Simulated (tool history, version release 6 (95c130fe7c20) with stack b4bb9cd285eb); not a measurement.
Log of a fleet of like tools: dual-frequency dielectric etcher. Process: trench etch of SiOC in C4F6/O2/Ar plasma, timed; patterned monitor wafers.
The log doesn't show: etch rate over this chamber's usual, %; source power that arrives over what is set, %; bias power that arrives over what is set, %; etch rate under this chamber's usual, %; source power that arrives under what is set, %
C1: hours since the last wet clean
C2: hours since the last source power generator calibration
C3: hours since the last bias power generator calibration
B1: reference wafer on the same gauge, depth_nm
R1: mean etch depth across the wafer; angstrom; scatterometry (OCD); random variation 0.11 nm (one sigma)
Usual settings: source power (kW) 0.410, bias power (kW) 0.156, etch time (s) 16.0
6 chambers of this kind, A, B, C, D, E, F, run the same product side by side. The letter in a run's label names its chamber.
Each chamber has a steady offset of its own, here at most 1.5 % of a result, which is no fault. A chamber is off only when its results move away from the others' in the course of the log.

{"hour": 7.4, "done": "chamber E: wet clean of the chamber"}
{"run": "1F", "hour": 8.6, "source power (kW)": 0.41, "bias power (kW)": 0.156, "etch time (s)": 16.0, "C1": 153.9, "C2": 3392.1, "C3": 230.1, "B1": 26.312, "R1": 322.46}
{"run": "2B", "hour": 19.0, "source power (kW)": 0.41, "bias power (kW)": 0.156, "etch time (s)": 16.0, "C1": 80.6, "C2": 193.3, "C3": 2107.5, "B1": 26.26, "R1": 322.1}
{"run": "3D", "hour": 26.9, "source power (kW)": 0.41, "bias power (kW)": 0.156, "etch time (s)": 16.0, "C1": 294.8, "C2": 3628.1, "C3": 668.1, "B1": 26.305, "R1": 321.61}
{"run": "4A", "hour": 38.7, "source power (kW)": 0.41, "bias power (kW)": 0.156, "etch time (s)": 16.0, "C1": 132.3, "C2": 1005.6, "C3": 2647.3, "B1": 26.314, "R1": 325.25}
{"run": "5C", "hour": 46.5, "source power (kW)": 0.32, "bias power (kW)": 0.156, "etch time (s)": 16.0, "C1": 457.8, "C2": 519.3, "C3": 1451.5, "B1": 26.294, "R1": 289.85}
{"run": "6E", "hour": 57.9, "source power (kW)": 0.32, "bias power (kW)": 0.156, "etch time (s)": 16.0, "C1": 50.5, "C2": 449.3, "C3": 2751.9, "B1": 26.279, "R1": 291.57}
{"run": "7C", "hour": 65.1, "source power (kW)": 0.32, "bias power (kW)": 0.156, "etch time (s)": 16.0, "C1": 476.4, "C2": 537.9, "C3": 1470.1, "B1": 26.298, "R1": 291.4}
{"run": "8F", "hour": 79.1, "source power (kW)": 0.32, "bias power (kW)": 0.156, "etch time (s)": 16.0, "C1": 224.4, "C2": 3462.6, "C3": 300.6, "B1": 26.302, "R1": 290.74}
{"run": "9D", "hour": 92.3, "source power (kW)": 0.32, "bias power (kW)": 0.156, "etch time (s)": 16.0, "C1": 360.2, "C2": 3693.5, "C3": 733.5, "B1": 26.307, "R1": 292.01}
{"run": "10A", "hour": 108.2, "source power (kW)": 0.32, "bias power (kW)": 0.156, "etch time (s)": 16.0, "C1": 201.8, "C2": 1075.1, "C3": 2716.8, "B1": 26.316, "R1": 293.32}
{"run": "11E", "hour": 117.8, "source power (kW)": 0.41, "bias power (kW)": 0.14, "etch time (s)": 16.0, "C1": 110.4, "C2": 509.2, "C3": 2811.8, "B1": 26.296, "R1": 311.58}
{"run": "12B", "hour": 127.7, "source power (kW)": 0.41, "bias power (kW)": 0.14, "etch time (s)": 16.0, "C1": 189.3, "C2": 302.0, "C3": 2216.2, "B1": 26.306, "R1": 312.43}
{"run": "13B", "hour": 139.8, "source power (kW)": 0.41, "bias power (kW)": 0.14, "etch time (s)": 16.0, "C1": 201.4, "C2": 314.1, "C3": 2228.3, "B1": 26.286, "R1": 312.11}
{"run": "14F", "hour": 152.1, "source power (kW)": 0.41, "bias power (kW)": 0.14, "etch time (s)": 16.0, "C1": 297.4, "C2": 3535.6, "C3": 373.6, "B1": 26.287, "R1": 310.61}
{"run": "15C", "hour": 168.5, "source power (kW)": 0.41, "bias power (kW)": 0.14, "etch time (s)": 16.0, "C1": 579.8, "C2": 641.3, "C3": 1573.5, "B1": 26.314, "R1": 309.97}
{"run": "16D", "hour": 177.8, "source power (kW)": 0.41, "bias power (kW)": 0.14, "etch time (s)": 16.0, "C1": 445.7, "C2": 3779.0, "C3": 819.0, "B1": 26.3, "R1": 311.74}
{"hour": 178.4, "done": "chamber F: wet clean of the chamber"}
{"run": "17A", "hour": 189.2, "source power (kW)": 0.41, "bias power (kW)": 0.156, "etch time (s)": 16.0, "C1": 282.8, "C2": 1156.1, "C3": 2797.8, "B1": 26.298, "R1": 324.62}
{"hour": 194.9, "done": "chamber C: wet clean of the chamber"}
{"run": "18E", "hour": 204.9, "source power (kW)": 0.45, "bias power (kW)": 0.156, "etch time (s)": 14.5, "C1": 197.5, "C2": 596.3, "C3": 2898.9, "B1": 26.264, "R1": 304.3}
{"run": "19C", "hour": 213.4, "source power (kW)": 0.45, "bias power (kW)": 0.156, "etch time (s)": 14.5, "C1": 18.5, "C2": 686.2, "C3": 1618.4, "B1": 26.281, "R1": 301.66}
{"run": "20D", "hour": 222.4, "source power (kW)": 0.45, "bias power (kW)": 0.156, "etch time (s)": 14.5, "C1": 490.3, "C2": 3823.6, "C3": 863.6, "B1": 26.307, "R1": 301.84}
{"run": "21A", "hour": 235.3, "source power (kW)": 0.45, "bias power (kW)": 0.156, "etch time (s)": 14.5, "C1": 328.9, "C2": 1202.2, "C3": 2843.9, "B1": 26.294, "R1": 304.78}
{"hour": 238.9, "done": "chamber E: bias power generator calibrated"}
{"run": "22B", "hour": 251.3, "source power (kW)": 0.45, "bias power (kW)": 0.156, "etch time (s)": 14.5, "C1": 312.9, "C2": 425.6, "C3": 2339.8, "B1": 26.3, "R1": 302.82}
{"run": "23E", "hour": 260.2, "source power (kW)": 0.45, "bias power (kW)": 0.156, "etch time (s)": 14.5, "C1": 252.8, "C2": 651.6, "C3": 21.4, "B1": 26.292, "R1": 304.29}
{"run": "24F", "hour": 271.3, "source power (kW)": 0.41, "bias power (kW)": 0.156, "etch time (s)": 16.0, "C1": 92.9, "C2": 3654.8, "C3": 492.8, "B1": 26.301, "R1": 335.21}
{"run": "25C", "hour": 284.4, "source power (kW)": 0.49, "bias power (kW)": 0.156, "etch time (s)": 16.0, "C1": 89.5, "C2": 757.2, "C3": 1689.4, "B1": 26.284, "R1": 344.29}
{"run": "26B", "hour": 298.0, "source power (kW)": 0.49, "bias power (kW)": 0.156, "etch time (s)": 16.0, "C1": 359.6, "C2": 472.3, "C3": 2386.5, "B1": 26.319, "R1": 346.71}
{"run": "27A", "hour": 311.9, "source power (kW)": 0.49, "bias power (kW)": 0.156, "etch time (s)": 16.0, "C1": 405.5, "C2": 1278.8, "C3": 2920.5, "B1": 26.309, "R1": 350.29}
{"run": "28F", "hour": 320.4, "source power (kW)": 0.49, "bias power (kW)": 0.156, "etch time (s)": 16.0, "C1": 142.0, "C2": 3703.9, "C3": 541.9, "B1": 26.301, "R1": 358.63}
{"run": "29D", "hour": 332.9, "source power (kW)": 0.49, "bias power (kW)": 0.156, "etch time (s)": 16.0, "C1": 600.8, "C2": 3934.1, "C3": 974.1, "B1": 26.288, "R1": 345.83}
{"run": "30E", "hour": 344.6, "source power (kW)": 0.49, "bias power (kW)": 0.156, "etch time (s)": 16.0, "C1": 337.2, "C2": 736.0, "C3": 105.8, "B1": 26.295, "R1": 344.33}
{"run": "31A", "hour": 353.8, "source power (kW)": 0.41, "bias power (kW)": 0.156, "etch time (s)": 16.0, "C1": 447.4, "C2": 1320.7, "C3": 2962.4, "B1": 26.287, "R1": 325.5}
{"run": "32E", "hour": 366.1, "source power (kW)": 0.41, "bias power (kW)": 0.156, "etch time (s)": 16.0, "C1": 358.7, "C2": 757.5, "C3": 127.3, "B1": 26.305, "R1": 322.67}
{"run": "33D", "hour": 375.8, "source power (kW)": 0.41, "bias power (kW)": 0.156, "etch time (s)": 16.0, "C1": 643.7, "C2": 3977.0, "C3": 1017.0, "B1": 26.314, "R1": 320.54}
{"run": "34F", "hour": 388.7, "source power (kW)": 0.41, "bias power (kW)": 0.156, "etch time (s)": 16.0, "C1": 210.3, "C2": 3772.2, "C3": 610.2, "B1": 26.299, "R1": 333.68}
{"run": "35C", "hour": 398.4, "source power (kW)": 0.41, "bias power (kW)": 0.156, "etch time (s)": 16.0, "C1": 203.5, "C2": 871.2, "C3": 1803.4, "B1": 26.3, "R1": 319.61}
{"run": "36B", "hour": 411.5, "source power (kW)": 0.41, "bias power (kW)": 0.156, "etch time (s)": 12.5, "C1": 473.1, "C2": 585.8, "C3": 2500.0, "B1": 26.274, "R1": 252.21}

What goes on in this fleet: one chamber off, a drifting gauge, or nothing beyond the chambers' own small offsets? Name the chamber and the cause, if any.

A service left chamber F off against the others.
Cause: etch rate over this chamber's usual, % = 4.51.

Here are 4 candidates for chamber F's next run, each the usual settings with a change, their results left as question marks. Which one brings its results back in line with what the others give on the usual settings?
In line means no further than this from the other chambers' mean on the usual settings: R1 3.90 angstrom
{"run": "37F-1", "hour": 423.2, "source power (kW)": 0.41, "bias power (kW)": 0.155, "etch time (s)": 15.5, "R1": "?"}
{"run": "37F-2", "hour": 423.2, "source power (kW)": 0.35, "bias power (kW)": 0.156, "etch time (s)": 16.0, "R1": "?"}
{"run": "37F-3", "hour": 423.2, "source power (kW)": 0.41, "bias power (kW)": 0.175, "etch time (s)": 16.0, "R1": "?"}
{"run": "37F-4", "hour": 423.2, "source power (kW)": 0.45, "bias power (kW)": 0.169, "etch time (s)": 16.0, "R1": "?"}

The other chambers' mean on the usual settings: R1 322.32 angstrom
run=37F-1 R1=324.59
run=37F-2 R1=315.77
run=37F-3 R1=348.08
run=37F-4 R1=356.87
37F-1 brings the chamber back in line.

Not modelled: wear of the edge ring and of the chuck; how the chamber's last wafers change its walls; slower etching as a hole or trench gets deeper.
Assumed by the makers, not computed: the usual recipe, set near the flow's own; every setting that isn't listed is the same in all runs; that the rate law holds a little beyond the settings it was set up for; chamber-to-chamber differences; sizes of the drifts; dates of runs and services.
